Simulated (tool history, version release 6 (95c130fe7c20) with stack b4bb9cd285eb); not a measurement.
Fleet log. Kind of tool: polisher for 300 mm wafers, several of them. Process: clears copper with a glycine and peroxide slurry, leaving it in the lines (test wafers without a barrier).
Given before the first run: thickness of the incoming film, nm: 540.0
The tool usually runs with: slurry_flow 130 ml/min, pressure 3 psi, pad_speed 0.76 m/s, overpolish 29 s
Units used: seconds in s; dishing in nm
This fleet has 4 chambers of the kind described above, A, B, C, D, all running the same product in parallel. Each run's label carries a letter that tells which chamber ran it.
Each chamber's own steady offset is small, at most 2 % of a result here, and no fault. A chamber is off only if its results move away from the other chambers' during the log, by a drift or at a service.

run	hour	slurry_flow	pressure	pad_speed	overpolish	seconds	dishing
1B	6.6	130	3	0.76	29	117.06	74.237
# hour 11.9: chamber D: slurry nozzle cleaned
2A	15.1	130	3	0.76	29	117.55	74.572
3C	25.7	130	3	0.76	29	120.44	70.668
4D	34.9	130	3	0.76	29	120.93	74.297
5D	43.1	130	3	0.76	15	117.08	45.977
# hour 45.8: chamber A: worn pad replaced by a new one
6A	54.8	130	3	0.76	15	118.12	45.220
# hour 62.9: chamber D: worn pad replaced by a new one
7B	65.8	130	3	0.76	15	121.64	45.106
8C	73.1	130	3	0.76	15	118.16	44.063
9C	86.7	130	3	0.76	29	119.03	72.534
10A	93.3	130	3	0.76	29	118.27	75.228
11B	103.0	130	3	0.76	29	118.94	73.778
12D	109.6	130	3	0.76	29	116.76	74.927
13A	120.3	130	3	0.76	29	118.31	73.244
# hour 120.7: chamber A: worn pad replaced by a new one
# hour 122.5: chamber B: worn pad replaced by a new one
14B	132.8	130	3	0.76	29	115.70	73.454
15D	143.8	130	3	0.76	29	118.38	74.328
16C	157.0	160	3	0.76	20	117.68	55.563
17B	165.9	160	3	0.76	20	112.41	57.543
18D	175.9	160	3	0.76	20	114.95	59.375
# hour 181.7: chamber C: slurry nozzle cleaned
19A	185.4	160	3	0.76	20	117.45	59.430
# hour 191.9: chamber A: worn pad replaced by a new one
20C	197.1	130	3	0.76	29	122.48	68.837
# hour 201.8: chamber A: slurry nozzle cleaned
21B	209.9	130	3	0.76	29	120.87	74.112
22C	217.6	130	3	0.76	29	125.41	69.818
23A	224.5	130	3	0.76	29	120.70	74.693
24D	233.9	130	3	0.76	29	119.41	74.653
# hour 240.0: chamber D: worn pad replaced by a new one
25D	248.7	130	3	0.76	29	119.70	74.316
# hour 259.8: chamber A: worn pad replaced by a new one
26A	263.3	130	3	0.76	29	117.25	73.163
# hour 267.8: chamber C: head pressure recalibrated
27B	272.6	130	3	0.76	29	116.52	72.260
# hour 277.9: chamber B: worn pad replaced by a new one
28C	286.8	130	3	0.64	29	146.84	62.184
29C	297.4	130	3	0.64	29	147.38	63.001
# hour 300.2: chamber D: head pressure recalibrated
30B	309.8	130	3	0.64	29	132.18	68.025
31A	324.3	130	3	0.64	29	135.02	68.512
# hour 325.0: chamber A: worn pad replaced by a new one
32D	334.0	130	3	0.76	29	117.87	73.799
33C	344.0	130	3	0.76	29	130.97	67.098
# hour 349.7: chamber A: head pressure recalibrated
34A	350.9	130	3	0.76	21	118.19	58.344

Is one chamber off against the others, does the gauge drift, or is nothing wrong? If a chamber is off, say which, and what the likeliest cause is.

One chamber, C, drifts off from the rest bit by bit.
Most likely cause: removal rate lost through wear of the pad, % = 11.8.

Which of the 4 candidates below, each the usual settings with something changed and its results left as question marks, puts chamber C back in line with what the other chambers give on the usual settings?
Allowed miss from the other chambers' usual-settings mean, per result, to count as in line: seconds 5.70 s; dishing 2.900 nm
35C-1	361.7	130	2.8	0.70	28	?	?
35C-2	361.7	130	3.2	0.82	30	?	?
35C-3	361.7	135	3.5	0.88	31	?	?
35C-4	361.7	125	2.6	0.64	27	?	?

On the usual settings, the other chambers give on average: seconds 118.25 s; dishing 74.206 nm
run	seconds	dishing
35C-1	150.56	60.123
35C-2	119.47	74.085
35C-3	103.88	82.816
35C-4	171.68	53.033
35C-2 brings the chamber back in line.

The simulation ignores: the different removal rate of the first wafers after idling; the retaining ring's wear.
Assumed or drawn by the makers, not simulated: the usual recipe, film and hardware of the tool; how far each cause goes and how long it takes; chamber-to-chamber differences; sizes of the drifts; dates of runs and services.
